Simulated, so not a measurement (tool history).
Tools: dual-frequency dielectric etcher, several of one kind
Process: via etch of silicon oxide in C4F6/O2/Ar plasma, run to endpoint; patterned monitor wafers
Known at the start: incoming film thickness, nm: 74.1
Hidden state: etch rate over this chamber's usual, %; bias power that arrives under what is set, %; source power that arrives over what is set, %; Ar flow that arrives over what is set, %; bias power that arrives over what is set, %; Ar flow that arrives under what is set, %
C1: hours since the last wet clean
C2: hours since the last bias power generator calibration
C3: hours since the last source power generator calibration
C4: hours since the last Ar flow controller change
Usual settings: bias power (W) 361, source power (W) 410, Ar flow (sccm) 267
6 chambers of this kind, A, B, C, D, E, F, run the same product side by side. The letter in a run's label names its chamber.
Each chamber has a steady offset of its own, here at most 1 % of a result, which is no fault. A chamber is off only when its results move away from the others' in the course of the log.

run 1D hour=10.1 | bias_power_(W)=361 source_power_(W)=410 Ar_flow_(sccm)=267 | C1=216.8 C2=2162 C3=1452.9 C4=2235.1 | endpoint_time_(s)=17.908
run 2B hour=17 | bias_power_(W)=361 source_power_(W)=410 Ar_flow_(sccm)=267 | C1=313.4 C2=2108.7 C3=1308.5 C4=1618.5 | endpoint_time_(s)=17.984
run 3F hour=26.1 | bias_power_(W)=361 source_power_(W)=410 Ar_flow_(sccm)=267 | C1=130.8 C2=465.4 C3=1216.8 C4=218.2 | endpoint_time_(s)=18.081
run 4A hour=31.8 | bias_power_(W)=361 source_power_(W)=410 Ar_flow_(sccm)=267 | C1=204.9 C2=2241.4 C3=1024.9 C4=3265.4 | endpoint_time_(s)=18.218
run 5E hour=43.1 | bias_power_(W)=361 source_power_(W)=410 Ar_flow_(sccm)=267 | C1=369.2 C2=2929.1 C3=1904.1 C4=1186.7 | endpoint_time_(s)=18.086
run 6C hour=48.7 | bias_power_(W)=361 source_power_(W)=360 Ar_flow_(sccm)=211 | C1=158.7 C2=1598 C3=1006.9 C4=1300.8 | endpoint_time_(s)=18.199
run 7B hour=54.3 | bias_power_(W)=361 source_power_(W)=360 Ar_flow_(sccm)=211 | C1=350.7 C2=2146 C3=1345.8 C4=1655.8 | endpoint_time_(s)=18.429
run 8F hour=65.2 | bias_power_(W)=361 source_power_(W)=360 Ar_flow_(sccm)=211 | C1=169.9 C2=504.5 C3=1255.9 C4=257.3 | endpoint_time_(s)=18.554
run 9C hour=75.4 | bias_power_(W)=361 source_power_(W)=360 Ar_flow_(sccm)=211 | C1=185.4 C2=1624.7 C3=1033.6 C4=1327.5 | endpoint_time_(s)=18.25
run 10A hour=80.6 | bias_power_(W)=361 source_power_(W)=360 Ar_flow_(sccm)=211 | C1=253.7 C2=2290.2 C3=1073.7 C4=3314.2 | endpoint_time_(s)=18.422
run 11D hour=85.9 | bias_power_(W)=361 source_power_(W)=360 Ar_flow_(sccm)=211 | C1=292.6 C2=2237.8 C3=1528.7 C4=2310.9 | endpoint_time_(s)=18.374
run 12E hour=93.7 | bias_power_(W)=275 source_power_(W)=480 Ar_flow_(sccm)=267 | C1=419.8 C2=2979.7 C3=1954.7 C4=1237.3 | endpoint_time_(s)=18.649
run 13C hour=100 | bias_power_(W)=275 source_power_(W)=480 Ar_flow_(sccm)=267 | C1=210 C2=1649.3 C3=1058.2 C4=1352.1 | endpoint_time_(s)=18.546
run 14F hour=107.3 | bias_power_(W)=275 source_power_(W)=480 Ar_flow_(sccm)=267 | C1=212 C2=546.6 C3=1298 C4=299.4 | endpoint_time_(s)=18.734
run 15A hour=114.2 | bias_power_(W)=275 source_power_(W)=480 Ar_flow_(sccm)=267 | C1=287.3 C2=2323.8 C3=1107.3 C4=3347.8 | endpoint_time_(s)=18.579
-- hour=119.3 chamber E: bias power generator calibrated
run 16D hour=122.1 | bias_power_(W)=275 source_power_(W)=480 Ar_flow_(sccm)=267 | C1=328.8 C2=2274 C3=1564.9 C4=2347.1 | endpoint_time_(s)=18.53
run 17E hour=133.3 | bias_power_(W)=275 source_power_(W)=480 Ar_flow_(sccm)=267 | C1=459.4 C2=14 C3=1994.3 C4=1276.9 | endpoint_time_(s)=18.632
run 18B hour=139.1 | bias_power_(W)=361 source_power_(W)=410 Ar_flow_(sccm)=267 | C1=435.5 C2=2230.8 C3=1430.6 C4=1740.6 | endpoint_time_(s)=18.005
-- hour=143.6 chamber D: wet clean of the chamber
run 19C hour=147.8 | bias_power_(W)=361 source_power_(W)=470 Ar_flow_(sccm)=267 | C1=257.8 C2=1697.1 C3=1106 C4=1399.9 | endpoint_time_(s)=17.009
run 20A hour=158 | bias_power_(W)=361 source_power_(W)=470 Ar_flow_(sccm)=267 | C1=331.1 C2=2367.6 C3=1151.1 C4=3391.6 | endpoint_time_(s)=17.015
run 21D hour=168 | bias_power_(W)=361 source_power_(W)=470 Ar_flow_(sccm)=267 | C1=24.5 C2=2319.9 C3=1610.8 C4=2393 | endpoint_time_(s)=17.052
run 22E hour=175.6 | bias_power_(W)=361 source_power_(W)=470 Ar_flow_(sccm)=267 | C1=501.7 C2=56.3 C3=2036.6 C4=1319.2 | endpoint_time_(s)=17.157
run 23B hour=183 | bias_power_(W)=361 source_power_(W)=470 Ar_flow_(sccm)=267 | C1=479.4 C2=2274.7 C3=1474.5 C4=1784.5 | endpoint_time_(s)=17.006
run 24F hour=189.7 | bias_power_(W)=361 source_power_(W)=470 Ar_flow_(sccm)=267 | C1=294.4 C2=629 C3=1380.4 C4=381.8 | endpoint_time_(s)=17.21
run 25E hour=198.7 | bias_power_(W)=361 source_power_(W)=410 Ar_flow_(sccm)=267 | C1=524.8 C2=79.4 C3=2059.7 C4=1342.3 | endpoint_time_(s)=18.121
run 26F hour=210.1 | bias_power_(W)=437 source_power_(W)=480 Ar_flow_(sccm)=267 | C1=314.8 C2=649.4 C3=1400.8 C4=402.2 | endpoint_time_(s)=15.988
-- hour=214.2 chamber E: wet clean of the chamber
run 27D hour=217.5 | bias_power_(W)=437 source_power_(W)=480 Ar_flow_(sccm)=267 | C1=74 C2=2369.4 C3=1660.3 C4=2442.5 | endpoint_time_(s)=15.835
-- hour=220 chamber B: wet clean of the chamber
run 28B hour=228.6 | bias_power_(W)=437 source_power_(W)=480 Ar_flow_(sccm)=267 | C1=8.7 C2=2320.3 C3=1520.1 C4=1830.1 | endpoint_time_(s)=15.896
-- hour=228.8 chamber B: Ar flow controller replaced
run 29C hour=238.6 | bias_power_(W)=437 source_power_(W)=480 Ar_flow_(sccm)=267 | C1=348.6 C2=1787.9 C3=1196.8 C4=1490.7 | endpoint_time_(s)=15.668
run 30A hour=247 | bias_power_(W)=437 source_power_(W)=480 Ar_flow_(sccm)=267 | C1=420.1 C2=2456.6 C3=1240.1 C4=3480.6 | endpoint_time_(s)=15.659
run 31B hour=252.9 | bias_power_(W)=437 source_power_(W)=480 Ar_flow_(sccm)=267 | C1=33 C2=2344.6 C3=1544.4 C4=24.2 | endpoint_time_(s)=15.759
-- hour=256.6 chamber A: Ar flow controller replaced
run 32F hour=258.5 | bias_power_(W)=361 source_power_(W)=410 Ar_flow_(sccm)=267 | C1=363.2 C2=697.8 C3=1449.2 C4=450.6 | endpoint_time_(s)=18.06
run 33C hour=269.1 | bias_power_(W)=361 source_power_(W)=410 Ar_flow_(sccm)=267 | C1=379.1 C2=1818.4 C3=1227.3 C4=1521.2 | endpoint_time_(s)=17.909
run 34E hour=279 | bias_power_(W)=361 source_power_(W)=410 Ar_flow_(sccm)=267 | C1=64.9 C2=159.7 C3=2140 C4=1422.6 | endpoint_time_(s)=18.138
run 35A hour=284.6 | bias_power_(W)=361 source_power_(W)=410 Ar_flow_(sccm)=267 | C1=457.7 C2=2494.2 C3=1277.7 C4=28.1 | endpoint_time_(s)=17.786
run 36D hour=291.5 | bias_power_(W)=361 source_power_(W)=410 Ar_flow_(sccm)=267 | C1=148 C2=2443.4 C3=1734.3 C4=2516.5 | endpoint_time_(s)=17.936

What goes on in this fleet: one chamber off, a drifting gauge, or nothing beyond the chambers' own small offsets? Name the chamber and the cause, if any.

Chamber A drifts away from the others.
Cause: etch rate over this chamber's usual, % = 2.35.

Here are 4 candidates for chamber A's next run, each the usual settings with a change, their results left as question marks. Which one brings its results back in line with what the others give on the usual settings?
In line means no further than this from the other chambers' mean on the usual settings: endpoint time (s) 0.2
run 37A-1 hour=299.7 | bias_power_(W)=394 source_power_(W)=410 Ar_flow_(sccm)=259 | endpoint_time_(s)=?
run 37A-2 hour=299.7 | bias_power_(W)=375 source_power_(W)=410 Ar_flow_(sccm)=264 | endpoint_time_(s)=?
run 37A-3 hour=299.7 | bias_power_(W)=354 source_power_(W)=400 Ar_flow_(sccm)=269 | endpoint_time_(s)=?
run 37A-4 hour=299.7 | bias_power_(W)=328 source_power_(W)=410 Ar_flow_(sccm)=275 | endpoint_time_(s)=?

The other chambers' mean on the usual settings: endpoint time (s) 18
run=37A-1 endpoint_time_(s)=17.152
run=37A-2 endpoint_time_(s)=17.491
run=37A-3 endpoint_time_(s)=18.055
run=37A-4 endpoint_time_(s)=18.409
37A-3 brings the chamber back in line.
